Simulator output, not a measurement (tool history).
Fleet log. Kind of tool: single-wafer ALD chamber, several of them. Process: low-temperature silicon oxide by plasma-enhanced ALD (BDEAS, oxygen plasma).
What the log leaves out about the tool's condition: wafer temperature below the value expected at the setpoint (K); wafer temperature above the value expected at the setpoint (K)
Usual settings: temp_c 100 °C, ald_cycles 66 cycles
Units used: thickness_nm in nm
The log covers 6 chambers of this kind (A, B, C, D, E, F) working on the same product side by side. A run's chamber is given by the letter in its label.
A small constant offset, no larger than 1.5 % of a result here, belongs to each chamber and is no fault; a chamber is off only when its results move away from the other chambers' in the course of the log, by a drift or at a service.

run,hour,temp_c,ald_cycles,hours since the last thermocouple change,"read-back reference wafer on the same gauge, thickness_nm",thickness_nm
1F,3.1,100,66,1557.4,8.693,9.4373
2A,7.9,100,66,1431,8.6874,9.3356
3C,12.3,100,66,2051.1,8.6853,9.3762
4D,16.1,100,66,199.6,8.691,9.3854
5E,19.5,109,61,1195.6,8.6842,8.5479
6B,24.9,109,61,1518.1,8.6825,8.493
7E,29.5,109,61,1205.6,8.6807,8.5527
8C,34.1,109,61,2072.9,8.6806,8.5417
9F,38.8,109,61,1593.1,8.6791,8.5624
10B,44.6,109,61,1537.8,8.6782,8.4946
11D,48.4,100,66,231.9,8.6739,9.4074
12A,51.5,100,66,1474.6,8.6785,9.3531
13D,54.4,100,66,237.9,8.6741,9.3653
14E,57.3,100,66,1233.4,8.6703,9.4102
15B,62.4,100,66,1555.6,8.6715,9.341
16F,66.6,100,66,1620.9,8.6692,9.4289
17A,69.6,100,66,1492.7,8.6667,9.3384
18C,75.3,100,66,2114.1,8.6675,9.3757
19B,80.1,100,66,1573.3,8.6666,9.3281
20F,82.7,100,66,1637,8.6662,9.4348
21C,88.5,100,66,2127.3,8.6628,9.3729
22D,92.7,100,66,276.2,8.6617,9.3942
23A,98.5,100,66,1521.6,8.6598,9.3091
24E,101.5,100,66,1277.6,8.6644,9.3963
25A,107.2,100,66,1530.3,8.6594,9.3277
26E,110.1,100,66,1286.2,8.6595,9.3643
27D,114.4,100,66,297.9,8.6589,9.3507
28B,118.2,100,66,1611.4,8.6526,9.3062
29C,124,100,66,2162.8,8.6549,9.3266
30F,129.7,100,66,1684,8.6525,9.4043
31D,132.6,92,61,316.1,8.6543,8.8947
32F,138.5,92,61,1692.8,8.6514,8.9262
33C,141.9,92,61,2180.7,8.6526,8.8821
34B,147.3,92,61,1640.5,8.6468,8.8562
35E,151.3,92,61,1327.4,8.6493,8.8961
36A,154.7,92,61,1577.8,8.641,8.8065
37D,158.8,100,66,342.3,8.6426,9.3355
# hour 162.9: chamber E: thermocouple changed; heater temperature recalibrated
38B,163.8,100,66,1657,8.641,9.2747
39E,169.2,100,66,6.3,8.6434,9.3388
40F,174.2,100,66,1728.5,8.6415,9.3952
41A,178.9,100,66,1602,8.6371,9.2793
42C,183.1,100,66,2221.9,8.6379,9.3438
43D,188.1,100,66,371.6,8.6365,9.3246
44B,193.7,100,56,1686.9,8.634,7.8644

For the next run the whole fleet of 6 chambers uses the same settings. Give each chamber's results:
45A,198,100,66,,,?
45B,198,100,66,,,?
45C,198,100,66,,,?
45D,198,100,66,,,?
45E,198,100,66,,,?
45F,198,100,66,,,?

run,thickness_nm
45A,9.297
45B,9.259
45C,9.3275
45D,9.3496
45E,9.3402
45F,9.3922

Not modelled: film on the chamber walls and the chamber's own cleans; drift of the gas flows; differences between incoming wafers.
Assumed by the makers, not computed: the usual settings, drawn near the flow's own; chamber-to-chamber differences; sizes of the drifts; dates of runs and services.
